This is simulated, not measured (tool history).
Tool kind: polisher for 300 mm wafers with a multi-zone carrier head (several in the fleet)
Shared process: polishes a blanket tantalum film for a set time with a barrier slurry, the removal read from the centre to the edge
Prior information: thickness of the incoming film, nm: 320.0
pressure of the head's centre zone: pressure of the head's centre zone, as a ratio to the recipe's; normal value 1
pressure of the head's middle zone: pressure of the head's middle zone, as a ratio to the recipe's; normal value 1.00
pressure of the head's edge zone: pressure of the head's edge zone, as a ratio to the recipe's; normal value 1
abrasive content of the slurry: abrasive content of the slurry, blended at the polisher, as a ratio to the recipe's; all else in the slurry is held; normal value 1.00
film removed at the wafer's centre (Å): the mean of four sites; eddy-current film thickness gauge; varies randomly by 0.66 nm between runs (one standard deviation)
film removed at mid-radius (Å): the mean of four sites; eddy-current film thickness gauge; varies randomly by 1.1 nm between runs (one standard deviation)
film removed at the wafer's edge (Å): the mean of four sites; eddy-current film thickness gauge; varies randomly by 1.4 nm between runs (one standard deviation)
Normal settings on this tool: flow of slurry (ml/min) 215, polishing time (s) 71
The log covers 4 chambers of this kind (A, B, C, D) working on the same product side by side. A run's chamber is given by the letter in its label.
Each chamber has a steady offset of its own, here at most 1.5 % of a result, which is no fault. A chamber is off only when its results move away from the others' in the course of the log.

| run | hour | flow of slurry (ml/min) | pressure of the head's centre zone | pressure of the head's middle zone | pressure of the head's edge zone | abrasive content of the slurry | polishing time (s) | wafers polished on this pad | hours since the slurry nozzle was cleaned | hours since the centre zone pressure was calibrated | hours since the edge zone pressure was calibrated | film removed at the wafer's centre (Å) | film removed at mid-radius (Å) | film removed at the wafer's edge (Å) |
|---|---|---|---|---|---|---|---|---|---|---|---|---|---|---|
| 1B | 4.3 | 215 | 1 | 1.00 | 1 | 1.00 | 71 | 398 | 188.8 | 449.0 | 22.9 | 1077.4 | 1092.40 | 1084.1 |
| 2D | 11.2 | 215 | 1 | 1.00 | 1 | 1.00 | 71 | 608 | 237.8 | 433.0 | 501.0 | 1073.2 | 1066.40 | 1067.9 |
|  | 15.6 | chamber C: worn pad replaced by a new one |
| 3C | 19.2 | 215 | 1 | 1.00 | 1 | 1.00 | 71 | 32 | 19.4 | 152.0 | 581.8 | 1083.1 | 1067.60 | 1090.7 |
| 4A | 24.7 | 215 | 1 | 1.00 | 1 | 1.00 | 71 | 666 | 274.6 | 167.6 | 595.4 | 1071.1 | 1066.70 | 1072.7 |
| 5D | 28.7 | 215 | 1 | 1.00 | 1 | 1.00 | 71 | 761 | 255.3 | 450.5 | 518.5 | 1076.9 | 1080.00 | 1062.8 |
| 6A | 34.1 | 215 | 1 | 1.00 | 1 | 1.00 | 71 | 749 | 284.0 | 177.0 | 604.8 | 1078.1 | 1092.30 | 1061.5 |
| 7B | 39.5 | 215 | 1 | 1.00 | 1 | 1.00 | 71 | 706 | 224.0 | 484.2 | 58.1 | 1082.3 | 1097.40 | 1088.2 |
| 8C | 43.5 | 215 | 1 | 1.00 | 1 | 1.00 | 71 | 245 | 43.7 | 176.3 | 606.1 | 1071.9 | 1061.40 | 1081.0 |
| 9C | 49.2 | 215 | 1 | 1.00 | 1 | 1.00 | 71 | 295 | 49.4 | 182.0 | 611.8 | 1068.6 | 1104.40 | 1105.3 |
|  | 49.3 | chamber D: centre zone pressure recalibrated |
|  | 50.0 | chamber B: worn pad replaced by a new one |
| 10D | 53.3 | 215 | 1 | 1.00 | 1 | 1.00 | 71 | 977 | 279.9 | 4.1 | 543.1 | 1070.5 | 1055.50 | 1072.3 |
| 11B | 60.2 | 215 | 1 | 1.00 | 1 | 1.00 | 71 | 89 | 244.7 | 504.9 | 78.8 | 1067.3 | 1091.40 | 1093.4 |
| 12A | 66.2 | 215 | 1 | 1.00 | 1 | 1.00 | 71 | 1030 | 316.1 | 209.1 | 636.9 | 1076.4 | 1090.70 | 1048.5 |
|  | 72.8 | chamber A: slurry nozzle cleaned |
| 13B | 74.0 | 215 | 1 | 1.00 | 1 | 1.00 | 95 | 210 | 258.5 | 518.7 | 92.6 | 1422.6 | 1465.80 | 1449.3 |
| 14A | 82.2 | 215 | 1 | 1.00 | 1 | 1.00 | 95 | 1170 | 9.4 | 225.1 | 652.9 | 1457.2 | 1446.60 | 1422.2 |
|  | 90.3 | chamber D: worn pad replaced by a new one |
| 15C | 91.2 | 215 | 1 | 1.00 | 1 | 1.00 | 95 | 663 | 91.4 | 224.0 | 653.8 | 1446.6 | 1462.60 | 1460.3 |
| 16D | 95.7 | 215 | 1 | 1.00 | 1 | 1.00 | 95 | 47 | 322.3 | 46.5 | 585.5 | 1434.4 | 1440.20 | 1442.8 |
| 17B | 100.7 | 215 | 1 | 1.00 | 1 | 1.00 | 71 | 444 | 285.2 | 545.4 | 119.3 | 1062.5 | 1086.70 | 1089.8 |
| 18A | 107.4 | 215 | 1 | 1.00 | 1 | 1.00 | 71 | 1391 | 34.6 | 250.3 | 678.1 | 1075.6 | 1079.00 | 1055.6 |
|  | 109.5 | chamber C: worn pad replaced by a new one |
|  | 110.4 | chamber A: worn pad replaced by a new one |
| 19C | 111.3 | 215 | 1 | 0.89 | 1 | 1.00 | 71 | 16 | 111.5 | 244.1 | 673.9 | 1071.5 | 997.22 | 1069.2 |
| 20D | 118.4 | 215 | 1 | 0.89 | 1 | 1.00 | 71 | 246 | 345.0 | 69.2 | 608.2 | 1064.8 | 972.51 | 1076.1 |
| 21D | 124.6 | 215 | 1 | 0.89 | 1 | 1.00 | 71 | 300 | 351.2 | 75.4 | 614.4 | 1069.0 | 962.18 | 1034.2 |
| 22B | 128.6 | 215 | 1 | 0.89 | 1 | 1.00 | 71 | 688 | 313.1 | 573.3 | 147.2 | 1053.1 | 983.33 | 1073.1 |
| 23C | 135.7 | 215 | 1 | 1.00 | 1 | 1.00 | 71 | 230 | 135.9 | 268.5 | 698.3 | 1077.6 | 1100.00 | 1087.6 |
| 24A | 140.0 | 215 | 1 | 1.00 | 1 | 1.00 | 71 | 260 | 67.2 | 282.9 | 710.7 | 1074.6 | 1081.40 | 1086.2 |
|  | 143.0 | chamber B: worn pad replaced by a new one |
| 25B | 144.8 | 215 | 1 | 1.00 | 1 | 1.00 | 71 | 16 | 329.3 | 589.5 | 163.4 | 1056.3 | 1062.10 | 1070.7 |
| 26A | 148.7 | 215 | 1 | 1.00 | 1 | 1.00 | 71 | 336 | 75.9 | 291.6 | 719.4 | 1085.9 | 1088.10 | 1064.1 |
|  | 153.6 | chamber D: edge zone pressure recalibrated |
| 27D | 154.6 | 215 | 1 | 1.00 | 1 | 0.85 | 88 | 563 | 381.2 | 105.4 | 1.1 | 1253.6 | 1248.90 | 1264.4 |
| 28C | 158.9 | 215 | 1 | 1.00 | 1 | 0.85 | 88 | 433 | 159.1 | 291.7 | 721.5 | 1265.3 | 1282.80 | 1276.2 |
| 29D | 167.6 | 215 | 1 | 1.00 | 1 | 0.85 | 88 | 677 | 394.2 | 118.4 | 14.1 | 1264.6 | 1287.00 | 1255.2 |
| 30A | 174.1 | 215 | 1 | 1.00 | 1 | 0.85 | 88 | 559 | 101.3 | 317.0 | 744.8 | 1266.4 | 1303.50 | 1271.9 |
| 31C | 181.3 | 215 | 1 | 1.00 | 1 | 1.00 | 71 | 629 | 181.5 | 314.1 | 743.9 | 1071.9 | 1093.50 | 1061.7 |
| 32B | 188.0 | 215 | 1 | 1.00 | 1 | 1.00 | 71 | 395 | 372.5 | 632.7 | 206.6 | 1044.2 | 1047.30 | 1052.9 |
|  | 191.3 | chamber C: worn pad replaced by a new one |
| 33C | 192.0 | 215 | 1 | 1.00 | 1 | 1.00 | 71 | 6 | 192.2 | 324.8 | 754.6 | 1074.1 | 1078.40 | 1096.5 |
| 34B | 200.0 | 215 | 1 | 1.00 | 1 | 1.00 | 71 | 500 | 384.5 | 644.7 | 218.6 | 1032.8 | 1063.50 | 1044.4 |
|  | 206.5 | chamber A: edge zone pressure recalibrated |
| 35D | 207.5 | 215 | 1 | 1.00 | 1 | 1.00 | 71 | 1027 | 434.1 | 158.3 | 54.0 | 1056.0 | 1060.60 | 1057.8 |
| 36A | 213.3 | 215 | 1 | 1.00 | 1 | 1.00 | 71 | 902 | 140.5 | 356.2 | 6.8 | 1066.7 | 1092.80 | 1086.4 |

All chambers now run identical settings, listed one chamber a line with results as question marks. What results will each chamber show?
| 37A | 219.8 | 215 | 1 | 1.00 | 1 | 1.00 | 71 |  |  |  |  | ? | ? | ? |
| 37B | 219.8 | 215 | 1 | 1.00 | 1 | 1.00 | 71 |  |  |  |  | ? | ? | ? |
| 37C | 219.8 | 215 | 1 | 1.00 | 1 | 1.00 | 71 |  |  |  |  | ? | ? | ? |
| 37D | 219.8 | 215 | 1 | 1.00 | 1 | 1.00 | 71 |  |  |  |  | ? | ? | ? |

| run | film removed at the wafer's centre (Å) | film removed at mid-radius (Å) | film removed at the wafer's edge (Å) |
|---|---|---|---|
| 37A | 1076.3 | 1081.70 | 1045.9 |
| 37B | 1016.4 | 1031.90 | 1062.1 |
| 37C | 1068.1 | 1091.60 | 1077.6 |
| 37D | 1067.9 | 1095.00 | 1062.5 |
